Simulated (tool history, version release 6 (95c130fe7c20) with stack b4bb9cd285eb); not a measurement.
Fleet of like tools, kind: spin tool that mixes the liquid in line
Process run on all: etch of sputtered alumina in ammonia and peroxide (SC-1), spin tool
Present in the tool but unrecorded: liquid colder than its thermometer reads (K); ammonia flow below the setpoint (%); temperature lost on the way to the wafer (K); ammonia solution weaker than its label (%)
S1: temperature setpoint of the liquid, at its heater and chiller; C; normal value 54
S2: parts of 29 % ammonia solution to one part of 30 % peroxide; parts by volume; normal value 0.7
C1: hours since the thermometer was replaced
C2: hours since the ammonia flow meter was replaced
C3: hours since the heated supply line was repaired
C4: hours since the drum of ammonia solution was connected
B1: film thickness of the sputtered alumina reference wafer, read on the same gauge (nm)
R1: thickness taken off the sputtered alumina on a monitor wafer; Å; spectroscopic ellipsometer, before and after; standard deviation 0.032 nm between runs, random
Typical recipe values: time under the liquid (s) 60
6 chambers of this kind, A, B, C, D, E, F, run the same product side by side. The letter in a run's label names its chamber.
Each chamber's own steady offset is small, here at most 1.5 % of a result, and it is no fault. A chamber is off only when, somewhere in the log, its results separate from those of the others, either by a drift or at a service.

{"run": "1F", "hour": 4.8, "S1": 54, "S2": 0.7, "time under the liquid (s)": 60, "C1": 358, "C2": 554.8, "C3": 44.6, "C4": 166.1, "B1": 40.008, "R1": 39.977}
{"run": "2C", "hour": 12.8, "S1": 54, "S2": 0.7, "time under the liquid (s)": 60, "C1": 1376, "C2": 1584.6, "C3": 2701, "C4": 61.4, "B1": 40.006, "R1": 40.982}
{"run": "3E", "hour": 22.9, "S1": 54, "S2": 0.7, "time under the liquid (s)": 60, "C1": 290.7, "C2": 841.8, "C3": 1251.9, "C4": 631.3, "B1": 39.99, "R1": 41.281}
{"run": "4A", "hour": 31.7, "S1": 54, "S2": 0.7, "time under the liquid (s)": 60, "C1": 3168, "C2": 1127.5, "C3": 1004.5, "C4": 104.4, "B1": 39.989, "R1": 39.802}
{"run": "5D", "hour": 39.7, "S1": 54, "S2": 0.7, "time under the liquid (s)": 60, "C1": 298.1, "C2": 337, "C3": 851.5, "C4": 271.9, "B1": 40.004, "R1": 40.57}
{"run": "6B", "hour": 46.4, "S1": 54, "S2": 0.5, "time under the liquid (s)": 60, "C1": 454.9, "C2": 524, "C3": 848.5, "C4": 47.7, "B1": 40.012, "R1": 39.65}
{"hour": 49.1, "done": "chamber F: new drum of ammonia solution connected"}
{"run": "7D", "hour": 51.9, "S1": 54, "S2": 0.5, "time under the liquid (s)": 60, "C1": 310.3, "C2": 349.2, "C3": 863.7, "C4": 284.1, "B1": 39.995, "R1": 39.543}
{"run": "8F", "hour": 61.5, "S1": 54, "S2": 0.5, "time under the liquid (s)": 60, "C1": 414.7, "C2": 611.5, "C3": 101.3, "C4": 12.4, "B1": 40.003, "R1": 38.97}
{"run": "9B", "hour": 72.0, "S1": 54, "S2": 0.5, "time under the liquid (s)": 60, "C1": 480.5, "C2": 549.6, "C3": 874.1, "C4": 73.3, "B1": 39.978, "R1": 38.21}
{"run": "10A", "hour": 78.8, "S1": 54, "S2": 0.5, "time under the liquid (s)": 60, "C1": 3215.1, "C2": 1174.6, "C3": 1051.6, "C4": 151.5, "B1": 40.004, "R1": 38.718}
{"hour": 85.3, "done": "chamber C: heated supply line repaired"}
{"run": "11E", "hour": 88.5, "S1": 54, "S2": 0.5, "time under the liquid (s)": 60, "C1": 356.3, "C2": 907.4, "C3": 1317.5, "C4": 696.9, "B1": 40.01, "R1": 39.215}
{"run": "12C", "hour": 93.4, "S1": 54, "S2": 0.7, "time under the liquid (s)": 60, "C1": 1456.6, "C2": 1665.2, "C3": 8.2, "C4": 142, "B1": 39.988, "R1": 40.444}
{"hour": 93.6, "done": "chamber D: heated supply line repaired"}
{"run": "13E", "hour": 101.8, "S1": 54, "S2": 0.7, "time under the liquid (s)": 60, "C1": 369.6, "C2": 920.7, "C3": 1330.8, "C4": 710.2, "B1": 40.008, "R1": 41.387}
{"run": "14B", "hour": 112.7, "S1": 51, "S2": 0.7, "time under the liquid (s)": 60, "C1": 521.2, "C2": 590.3, "C3": 914.8, "C4": 114, "B1": 40.021, "R1": 33.46}
{"hour": 114.0, "done": "chamber A: thermometer replaced"}
{"run": "15D", "hour": 119.5, "S1": 51, "S2": 0.7, "time under the liquid (s)": 60, "C1": 377.9, "C2": 416.8, "C3": 26, "C4": 351.7, "B1": 40.006, "R1": 34.307}
{"run": "16C", "hour": 127.5, "S1": 51, "S2": 0.7, "time under the liquid (s)": 60, "C1": 1490.7, "C2": 1699.3, "C3": 42.3, "C4": 176.1, "B1": 40.012, "R1": 34.95}
{"run": "17F", "hour": 138.7, "S1": 51, "S2": 0.7, "time under the liquid (s)": 60, "C1": 491.9, "C2": 688.7, "C3": 178.5, "C4": 89.6, "B1": 40.025, "R1": 34.379}
{"run": "18A", "hour": 143.9, "S1": 51, "S2": 0.7, "time under the liquid (s)": 60, "C1": 30, "C2": 1239.7, "C3": 1116.7, "C4": 216.6, "B1": 40.019, "R1": 34.873}
{"run": "19D", "hour": 152.4, "S1": 51, "S2": 0.7, "time under the liquid (s)": 60, "C1": 410.8, "C2": 449.7, "C3": 58.9, "C4": 384.6, "B1": 39.995, "R1": 34.81}
{"run": "20C", "hour": 161.4, "S1": 54, "S2": 0.7, "time under the liquid (s)": 60, "C1": 1524.6, "C2": 1733.2, "C3": 76.2, "C4": 210, "B1": 39.978, "R1": 41.019}
{"run": "21B", "hour": 166.7, "S1": 54, "S2": 0.7, "time under the liquid (s)": 60, "C1": 575.2, "C2": 644.3, "C3": 968.8, "C4": 168, "B1": 39.998, "R1": 37.945}
{"hour": 168.5, "done": "chamber C: thermometer replaced"}
{"run": "22E", "hour": 177.2, "S1": 54, "S2": 0.7, "time under the liquid (s)": 60, "C1": 445, "C2": 996.1, "C3": 1406.2, "C4": 785.6, "B1": 40, "R1": 40.714}
{"run": "23A", "hour": 186.3, "S1": 54, "S2": 0.7, "time under the liquid (s)": 45, "C1": 72.4, "C2": 1282.1, "C3": 1159.1, "C4": 259, "B1": 39.992, "R1": 30.805}
{"hour": 191.9, "done": "chamber C: ammonia flow meter replaced"}
{"run": "24F", "hour": 192.7, "S1": 54, "S2": 0.7, "time under the liquid (s)": 45, "C1": 545.9, "C2": 742.7, "C3": 232.5, "C4": 143.6, "B1": 39.99, "R1": 30.627}
{"run": "25C", "hour": 198.2, "S1": 54, "S2": 0.7, "time under the liquid (s)": 45, "C1": 29.7, "C2": 6.4, "C3": 113, "C4": 246.8, "B1": 40, "R1": 30.72}
{"hour": 201.9, "done": "chamber C: new drum of ammonia solution connected"}
{"run": "26E", "hour": 204.2, "S1": 54, "S2": 0.7, "time under the liquid (s)": 45, "C1": 472, "C2": 1023.1, "C3": 1433.2, "C4": 812.6, "B1": 40.006, "R1": 30.411}
{"run": "27D", "hour": 209.5, "S1": 54, "S2": 0.7, "time under the liquid (s)": 45, "C1": 467.9, "C2": 506.8, "C3": 116, "C4": 441.7, "B1": 40.012, "R1": 30.214}
{"run": "28F", "hour": 217.7, "S1": 54, "S2": 0.7, "time under the liquid (s)": 45, "C1": 570.9, "C2": 767.7, "C3": 257.5, "C4": 168.6, "B1": 39.975, "R1": 30.882}
{"hour": 221.9, "done": "chamber B: new drum of ammonia solution connected"}
{"hour": 222.3, "done": "chamber D: ammonia flow meter replaced"}
{"run": "29A", "hour": 222.7, "S1": 54, "S2": 0.7, "time under the liquid (s)": 60, "C1": 108.8, "C2": 1318.5, "C3": 1195.5, "C4": 295.4, "B1": 39.988, "R1": 40.227}
{"run": "30B", "hour": 229.5, "S1": 54, "S2": 0.7, "time under the liquid (s)": 60, "C1": 638, "C2": 707.1, "C3": 1031.6, "C4": 7.7, "B1": 39.995, "R1": 37.453}
{"run": "31E", "hour": 234.6, "S1": 54, "S2": 0.7, "time under the liquid (s)": 60, "C1": 502.4, "C2": 1053.5, "C3": 1463.6, "C4": 843, "B1": 39.998, "R1": 40.787}
{"run": "32A", "hour": 240.9, "S1": 54, "S2": 0.7, "time under the liquid (s)": 60, "C1": 127, "C2": 1336.7, "C3": 1213.7, "C4": 313.6, "B1": 39.984, "R1": 40.228}
{"run": "33C", "hour": 249.9, "S1": 54, "S2": 0.7, "time under the liquid (s)": 60, "C1": 81.4, "C2": 58.1, "C3": 164.7, "C4": 48, "B1": 40, "R1": 41.484}
{"run": "34F", "hour": 258.9, "S1": 54, "S2": 0.7, "time under the liquid (s)": 60, "C1": 612.1, "C2": 808.9, "C3": 298.7, "C4": 209.8, "B1": 39.989, "R1": 40.408}
{"run": "35D", "hour": 269.2, "S1": 54, "S2": 0.7, "time under the liquid (s)": 60, "C1": 527.6, "C2": 46.9, "C3": 175.7, "C4": 501.4, "B1": 40.009, "R1": 40.452}
{"run": "36B", "hour": 275.2, "S1": 54, "S2": 0.85, "time under the liquid (s)": 60, "C1": 683.7, "C2": 752.8, "C3": 1077.3, "C4": 53.4, "B1": 39.986, "R1": 37.489}
{"run": "37D", "hour": 281.6, "S1": 54, "S2": 0.85, "time under the liquid (s)": 60, "C1": 540, "C2": 59.3, "C3": 188.1, "C4": 513.8, "B1": 39.996, "R1": 41.577}
{"run": "38C", "hour": 286.5, "S1": 54, "S2": 0.85, "time under the liquid (s)": 60, "C1": 118, "C2": 94.7, "C3": 201.3, "C4": 84.6, "B1": 39.999, "R1": 41.51}

Which is it: a chamber that has drifted or been left off by a service, a gauge drift common to all chambers, or only each chamber's usual small offset? If a chamber is off, name it and its likeliest cause.

One chamber, B, drifts off from the rest bit by bit.
What lies behind it: temperature lost on the way to the wafer (K) = 2.06.
It could be hard to tell apart here from: liquid colder than its thermometer reads (K).

Which of the 4 candidates below, each the usual settings with something changed and its results left as question marks, puts chamber B back in line with what the other chambers give on the usual settings?
To be in line, a result may differ from the other chambers' mean on the usual settings by at most: R1 1.1 Å
{"run": "39B-1", "hour": 294.5, "S1": 52, "S2": 0.7, "time under the liquid (s)": 60, "R1": "?"}
{"run": "39B-2", "hour": 294.5, "S1": 55, "S2": 0.7, "time under the liquid (s)": 60, "R1": "?"}
{"run": "39B-3", "hour": 294.5, "S1": 54.5, "S2": 0.7, "time under the liquid (s)": 65, "R1": "?"}
{"run": "39B-4", "hour": 294.5, "S1": 54, "S2": 0.45, "time under the liquid (s)": 60, "R1": "?"}

What the other chambers average on the usual settings: R1 40.703 Å
run=39B-1 R1=32.435
run=39B-2 R1=38.165
run=39B-3 R1=40.245
run=39B-4 R1=34.672
The answer is 39B-3, which returns the chamber to within the allowed miss of the others.

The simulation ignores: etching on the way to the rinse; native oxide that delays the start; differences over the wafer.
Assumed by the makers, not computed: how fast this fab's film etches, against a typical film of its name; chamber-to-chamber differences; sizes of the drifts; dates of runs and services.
